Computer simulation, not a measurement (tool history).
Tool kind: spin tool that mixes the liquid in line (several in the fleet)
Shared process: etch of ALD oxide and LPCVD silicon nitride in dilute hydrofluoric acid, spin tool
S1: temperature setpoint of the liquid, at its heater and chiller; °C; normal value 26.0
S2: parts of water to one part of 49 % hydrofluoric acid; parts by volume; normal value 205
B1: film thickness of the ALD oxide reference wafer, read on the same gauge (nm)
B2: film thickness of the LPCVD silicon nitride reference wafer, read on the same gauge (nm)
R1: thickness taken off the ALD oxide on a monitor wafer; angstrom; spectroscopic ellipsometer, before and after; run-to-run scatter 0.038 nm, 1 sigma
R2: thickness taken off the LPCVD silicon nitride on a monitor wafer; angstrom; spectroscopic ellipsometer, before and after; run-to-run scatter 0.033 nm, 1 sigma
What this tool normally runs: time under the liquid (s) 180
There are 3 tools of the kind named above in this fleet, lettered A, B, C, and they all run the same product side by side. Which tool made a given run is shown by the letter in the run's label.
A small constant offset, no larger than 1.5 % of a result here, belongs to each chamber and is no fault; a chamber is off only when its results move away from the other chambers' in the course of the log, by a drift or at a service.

{"run": "1A", "hour": 13.3, "S1": 26.0, "S2": 205, "time under the liquid (s)": 180, "B1": 50.008, "B2": 50.024, "R1": 82.63, "R2": 4.8068}
{"run": "2C", "hour": 19.8, "S1": 26.0, "S2": 205, "time under the liquid (s)": 180, "B1": 49.992, "B2": 50.015, "R1": 82.43, "R2": 5.087}
{"hour": 26.6, "done": "chamber C: hydrofluoric acid flow meter replaced"}
{"run": "3B", "hour": 30.5, "S1": 26.0, "S2": 205, "time under the liquid (s)": 180, "B1": 50.001, "B2": 49.967, "R1": 84.06, "R2": 4.9733}
{"run": "4A", "hour": 36.7, "S1": 26.0, "S2": 205, "time under the liquid (s)": 180, "B1": 49.983, "B2": 49.971, "R1": 83.499, "R2": 5.0921}
{"run": "5B", "hour": 48.6, "S1": 26.0, "S2": 300, "time under the liquid (s)": 75, "B1": 49.987, "B2": 50.019, "R1": 21.488, "R2": 1.4573}
{"run": "6C", "hour": 62.9, "S1": 26.0, "S2": 300, "time under the liquid (s)": 75, "B1": 49.988, "B2": 49.982, "R1": 21.36, "R2": 1.5226}
{"run": "7A", "hour": 73.6, "S1": 26.0, "S2": 300, "time under the liquid (s)": 75, "B1": 50.003, "B2": 49.997, "R1": 21.141, "R2": 1.4485}
{"run": "8C", "hour": 81.9, "S1": 26.0, "S2": 205, "time under the liquid (s)": 180, "B1": 49.995, "B2": 50.028, "R1": 82.023, "R2": 4.9643}
{"run": "9B", "hour": 95.2, "S1": 26.0, "S2": 205, "time under the liquid (s)": 180, "B1": 50.008, "B2": 49.993, "R1": 83.037, "R2": 4.9116}
{"run": "10C", "hour": 108.8, "S1": 26.0, "S2": 205, "time under the liquid (s)": 180, "B1": 50.017, "B2": 50.028, "R1": 82.68, "R2": 5.2976}
{"run": "11B", "hour": 118.2, "S1": 26.0, "S2": 205, "time under the liquid (s)": 180, "B1": 50.016, "B2": 50.01, "R1": 83.117, "R2": 5.1397}
{"run": "12A", "hour": 127.9, "S1": 26.0, "S2": 205, "time under the liquid (s)": 180, "B1": 49.993, "B2": 49.99, "R1": 83.158, "R2": 5.1416}
{"run": "13C", "hour": 134.9, "S1": 26.0, "S2": 205, "time under the liquid (s)": 180, "B1": 50.012, "B2": 50.021, "R1": 83.172, "R2": 4.8986}
{"run": "14B", "hour": 148.6, "S1": 26.0, "S2": 285, "time under the liquid (s)": 100, "B1": 50.002, "B2": 49.982, "R1": 30.72, "R2": 2.1778}
{"run": "15A", "hour": 161.9, "S1": 26.0, "S2": 285, "time under the liquid (s)": 100, "B1": 49.996, "B2": 49.97, "R1": 30.373, "R2": 1.8402}
{"run": "16A", "hour": 171.0, "S1": 26.0, "S2": 285, "time under the liquid (s)": 100, "B1": 50.01, "B2": 50.031, "R1": 30.187, "R2": 1.9559}
{"run": "17C", "hour": 178.7, "S1": 26.0, "S2": 205, "time under the liquid (s)": 180, "B1": 50.012, "B2": 49.993, "R1": 82.66, "R2": 4.7189}
{"run": "18B", "hour": 186.0, "S1": 26.0, "S2": 205, "time under the liquid (s)": 180, "B1": 49.999, "B2": 50.036, "R1": 83.704, "R2": 4.8653}
{"run": "19A", "hour": 196.8, "S1": 26.0, "S2": 205, "time under the liquid (s)": 180, "B1": 50.016, "B2": 49.99, "R1": 83.101, "R2": 5.6671}
{"run": "20B", "hour": 203.6, "S1": 26.0, "S2": 255, "time under the liquid (s)": 75, "B1": 49.999, "B2": 49.994, "R1": 26.46, "R2": 1.6701}
{"run": "21C", "hour": 215.2, "S1": 26.0, "S2": 255, "time under the liquid (s)": 75, "B1": 50.003, "B2": 50.033, "R1": 26.155, "R2": 1.819}
{"run": "22C", "hour": 224.5, "S1": 26.0, "S2": 255, "time under the liquid (s)": 75, "B1": 50.005, "B2": 49.984, "R1": 26.324, "R2": 1.9994}
{"run": "23B", "hour": 237.0, "S1": 26.0, "S2": 205, "time under the liquid (s)": 180, "B1": 50.007, "B2": 50.022, "R1": 82.739, "R2": 5.0233}
{"run": "24A", "hour": 248.4, "S1": 26.0, "S2": 205, "time under the liquid (s)": 180, "B1": 50.002, "B2": 50.019, "R1": 83.066, "R2": 4.9039}
{"run": "25A", "hour": 260.8, "S1": 26.0, "S2": 205, "time under the liquid (s)": 180, "B1": 50.018, "B2": 49.999, "R1": 83.494, "R2": 4.7748}
{"run": "26B", "hour": 273.0, "S1": 26.0, "S2": 205, "time under the liquid (s)": 180, "B1": 50.004, "B2": 50.014, "R1": 84.064, "R2": 4.8551}
{"run": "27C", "hour": 284.5, "S1": 26.0, "S2": 205, "time under the liquid (s)": 180, "B1": 50.0, "B2": 50.026, "R1": 83.475, "R2": 4.9884}
{"run": "28C", "hour": 290.9, "S1": 26.0, "S2": 205, "time under the liquid (s)": 180, "B1": 49.99, "B2": 49.96, "R1": 82.125, "R2": 5.1448}
{"run": "29A", "hour": 303.4, "S1": 26.0, "S2": 205, "time under the liquid (s)": 180, "B1": 50.013, "B2": 49.957, "R1": 83.101, "R2": 5.0351}
{"run": "30B", "hour": 313.1, "S1": 26.0, "S2": 205, "time under the liquid (s)": 180, "B1": 50.011, "B2": 50.07, "R1": 82.981, "R2": 4.8335}
{"run": "31C", "hour": 323.2, "S1": 26.0, "S2": 110, "time under the liquid (s)": 120, "B1": 50.015, "B2": 49.955, "R1": 113.97, "R2": 6.3245}
{"run": "32B", "hour": 335.9, "S1": 26.0, "S2": 110, "time under the liquid (s)": 120, "B1": 50.0, "B2": 50.008, "R1": 114.09, "R2": 6.5283}
{"run": "33A", "hour": 344.4, "S1": 26.0, "S2": 110, "time under the liquid (s)": 120, "B1": 50.016, "B2": 49.959, "R1": 115.27, "R2": 6.119}
{"run": "34B", "hour": 351.5, "S1": 26.0, "S2": 205, "time under the liquid (s)": 180, "B1": 49.994, "B2": 50.016, "R1": 82.723, "R2": 5.488}
{"hour": 354.4, "done": "chamber C: thermometer replaced"}
{"run": "35C", "hour": 360.7, "S1": 26.0, "S2": 205, "time under the liquid (s)": 180, "B1": 49.992, "B2": 50.012, "R1": 82.392, "R2": 4.7532}
{"run": "36A", "hour": 373.4, "S1": 26.0, "S2": 205, "time under the liquid (s)": 180, "B1": 50.003, "B2": 49.989, "R1": 82.825, "R2": 5.1976}
{"run": "37B", "hour": 382.9, "S1": 26.0, "S2": 205, "time under the liquid (s)": 180, "B1": 49.999, "B2": 50.002, "R1": 83.218, "R2": 4.9499}
{"run": "38A", "hour": 392.0, "S1": 26.0, "S2": 205, "time under the liquid (s)": 180, "B1": 49.997, "B2": 50.026, "R1": 82.525, "R2": 4.611}
{"run": "39C", "hour": 405.7, "S1": 26.0, "S2": 205, "time under the liquid (s)": 180, "B1": 49.992, "B2": 50.025, "R1": 82.121, "R2": 5.3099}
{"run": "40C", "hour": 413.5, "S1": 23.5, "S2": 205, "time under the liquid (s)": 85, "B1": 49.997, "B2": 50.002, "R1": 35.668, "R2": 2.1731}
{"run": "41B", "hour": 426.7, "S1": 23.5, "S2": 205, "time under the liquid (s)": 85, "B1": 50.02, "B2": 49.985, "R1": 35.776, "R2": 2.1082}
{"run": "42A", "hour": 436.8, "S1": 23.5, "S2": 205, "time under the liquid (s)": 85, "B1": 50.003, "B2": 50.026, "R1": 35.777, "R2": 2.1935}

Predict what each chamber gives when all 3 of them run the settings below next.
{"run": "43A", "hour": 447.1, "S1": 26.0, "S2": 205, "time under the liquid (s)": 145, "R1": "?", "R2": "?"}
{"run": "43B", "hour": 447.1, "S1": 26.0, "S2": 205, "time under the liquid (s)": 145, "R1": "?", "R2": "?"}
{"run": "43C", "hour": 447.1, "S1": 26.0, "S2": 205, "time under the liquid (s)": 145, "R1": "?", "R2": "?"}

run=43A R1=66.280 R2=3.7843
run=43B R1=66.940 R2=3.7018
run=43C R1=66.121 R2=4.2599
